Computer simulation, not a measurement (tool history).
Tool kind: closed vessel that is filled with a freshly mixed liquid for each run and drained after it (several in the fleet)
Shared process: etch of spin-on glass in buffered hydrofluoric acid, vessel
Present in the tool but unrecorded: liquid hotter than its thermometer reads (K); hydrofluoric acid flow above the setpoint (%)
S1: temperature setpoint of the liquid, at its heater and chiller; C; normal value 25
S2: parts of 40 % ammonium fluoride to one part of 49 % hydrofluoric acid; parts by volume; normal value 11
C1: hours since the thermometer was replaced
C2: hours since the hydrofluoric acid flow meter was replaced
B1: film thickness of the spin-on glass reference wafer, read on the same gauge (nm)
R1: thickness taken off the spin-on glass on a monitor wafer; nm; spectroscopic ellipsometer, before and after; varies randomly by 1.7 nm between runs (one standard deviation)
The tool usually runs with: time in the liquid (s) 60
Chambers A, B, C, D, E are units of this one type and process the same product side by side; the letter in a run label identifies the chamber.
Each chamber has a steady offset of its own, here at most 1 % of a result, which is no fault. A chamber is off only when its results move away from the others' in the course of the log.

{"run": "1E", "hour": 2.5, "S1": 25, "S2": 11, "time in the liquid (s)": 60, "C1": 881.6, "C2": 501.9, "B1": 109.99, "R1": 223.45}
{"run": "2C", "hour": 5.2, "S1": 25, "S2": 11, "time in the liquid (s)": 60, "C1": 769.2, "C2": 808.9, "B1": 110.02, "R1": 223.75}
{"run": "3A", "hour": 7.9, "S1": 25, "S2": 11, "time in the liquid (s)": 60, "C1": 235.9, "C2": 111.7, "B1": 110.01, "R1": 226.85}
{"run": "4B", "hour": 10.7, "S1": 25, "S2": 11, "time in the liquid (s)": 60, "C1": 81.9, "C2": 98.5, "B1": 109.99, "R1": 225.03}
{"run": "5D", "hour": 13.7, "S1": 25, "S2": 11, "time in the liquid (s)": 60, "C1": 161.9, "C2": 938.7, "B1": 110, "R1": 223.87}
{"run": "6B", "hour": 17.9, "S1": 25, "S2": 11, "time in the liquid (s)": 60, "C1": 89.1, "C2": 105.7, "B1": 110.01, "R1": 222.62}
{"run": "7A", "hour": 20.3, "S1": 25, "S2": 11, "time in the liquid (s)": 60, "C1": 248.3, "C2": 124.1, "B1": 110, "R1": 222.77}
{"run": "8E", "hour": 23.4, "S1": 25, "S2": 11, "time in the liquid (s)": 60, "C1": 902.5, "C2": 522.8, "B1": 109.99, "R1": 222.21}
{"run": "9C", "hour": 26.3, "S1": 25, "S2": 11, "time in the liquid (s)": 60, "C1": 790.3, "C2": 830, "B1": 110.04, "R1": 227.75}
{"run": "10D", "hour": 30.1, "S1": 20.5, "S2": 11, "time in the liquid (s)": 70, "C1": 178.3, "C2": 955.1, "B1": 109.96, "R1": 200.96}
{"run": "11B", "hour": 33.5, "S1": 20.5, "S2": 11, "time in the liquid (s)": 70, "C1": 104.7, "C2": 121.3, "B1": 109.98, "R1": 203.06}
{"run": "12C", "hour": 35.7, "S1": 20.5, "S2": 11, "time in the liquid (s)": 70, "C1": 799.7, "C2": 839.4, "B1": 109.99, "R1": 206.12}
{"run": "13D", "hour": 39.0, "S1": 20.5, "S2": 11, "time in the liquid (s)": 70, "C1": 187.2, "C2": 964, "B1": 109.98, "R1": 200.7}
{"run": "14A", "hour": 41.8, "S1": 20.5, "S2": 11, "time in the liquid (s)": 70, "C1": 269.8, "C2": 145.6, "B1": 110, "R1": 205.1}
{"run": "15E", "hour": 44.9, "S1": 25, "S2": 11, "time in the liquid (s)": 60, "C1": 924, "C2": 544.3, "B1": 110, "R1": 224.38}
{"run": "16D", "hour": 48.8, "S1": 28, "S2": 11, "time in the liquid (s)": 60, "C1": 197, "C2": 973.8, "B1": 110.02, "R1": 261.2}
{"run": "17C", "hour": 50.8, "S1": 28, "S2": 11, "time in the liquid (s)": 60, "C1": 814.8, "C2": 854.5, "B1": 110.04, "R1": 268.59}
{"run": "18A", "hour": 53.9, "S1": 28, "S2": 11, "time in the liquid (s)": 60, "C1": 281.9, "C2": 157.7, "B1": 109.99, "R1": 261.64}
{"run": "19E", "hour": 55.9, "S1": 28, "S2": 11, "time in the liquid (s)": 60, "C1": 935, "C2": 555.3, "B1": 110, "R1": 260.61}
{"run": "20B", "hour": 58.4, "S1": 28, "S2": 11, "time in the liquid (s)": 60, "C1": 129.6, "C2": 146.2, "B1": 110, "R1": 263.36}
{"run": "21B", "hour": 61.9, "S1": 25, "S2": 11, "time in the liquid (s)": 60, "C1": 133.1, "C2": 149.7, "B1": 110, "R1": 225.13}
{"run": "22E", "hour": 65.2, "S1": 25, "S2": 11, "time in the liquid (s)": 60, "C1": 944.3, "C2": 564.6, "B1": 109.99, "R1": 221.42}
{"run": "23C", "hour": 68.3, "S1": 25, "S2": 11, "time in the liquid (s)": 60, "C1": 832.3, "C2": 872, "B1": 110, "R1": 231.18}
{"run": "24A", "hour": 70.6, "S1": 25, "S2": 11, "time in the liquid (s)": 75, "C1": 298.6, "C2": 174.4, "B1": 109.99, "R1": 278.31}
{"run": "25D", "hour": 73.4, "S1": 25, "S2": 11, "time in the liquid (s)": 75, "C1": 221.6, "C2": 998.4, "B1": 109.97, "R1": 277}
{"run": "26D", "hour": 75.5, "S1": 25, "S2": 11, "time in the liquid (s)": 75, "C1": 223.7, "C2": 1000.5, "B1": 110.04, "R1": 282.32}
{"run": "27E", "hour": 79.6, "S1": 25, "S2": 11, "time in the liquid (s)": 75, "C1": 958.7, "C2": 579, "B1": 110.01, "R1": 279.61}
{"run": "28A", "hour": 83.6, "S1": 25, "S2": 11, "time in the liquid (s)": 75, "C1": 311.6, "C2": 187.4, "B1": 110.03, "R1": 276.54}
{"run": "29B", "hour": 86.7, "S1": 25, "S2": 11, "time in the liquid (s)": 60, "C1": 157.9, "C2": 174.5, "B1": 110.01, "R1": 224.52}
{"run": "30C", "hour": 88.6, "S1": 27, "S2": 11, "time in the liquid (s)": 60, "C1": 852.6, "C2": 892.3, "B1": 109.99, "R1": 260.42}

Next, every chamber runs the same settings. What will each give?
{"run": "31A", "hour": 91.6, "S1": 25, "S2": 11, "time in the liquid (s)": 85, "R1": "?"}
{"run": "31B", "hour": 91.6, "S1": 25, "S2": 11, "time in the liquid (s)": 85, "R1": "?"}
{"run": "31C", "hour": 91.6, "S1": 25, "S2": 11, "time in the liquid (s)": 85, "R1": "?"}
{"run": "31D", "hour": 91.6, "S1": 25, "S2": 11, "time in the liquid (s)": 85, "R1": "?"}
{"run": "31E", "hour": 91.6, "S1": 25, "S2": 11, "time in the liquid (s)": 85, "R1": "?"}

run=31A R1=314.82
run=31B R1=313.24
run=31C R1=330.42
run=31D R1=313.7
run=31E R1=321.11
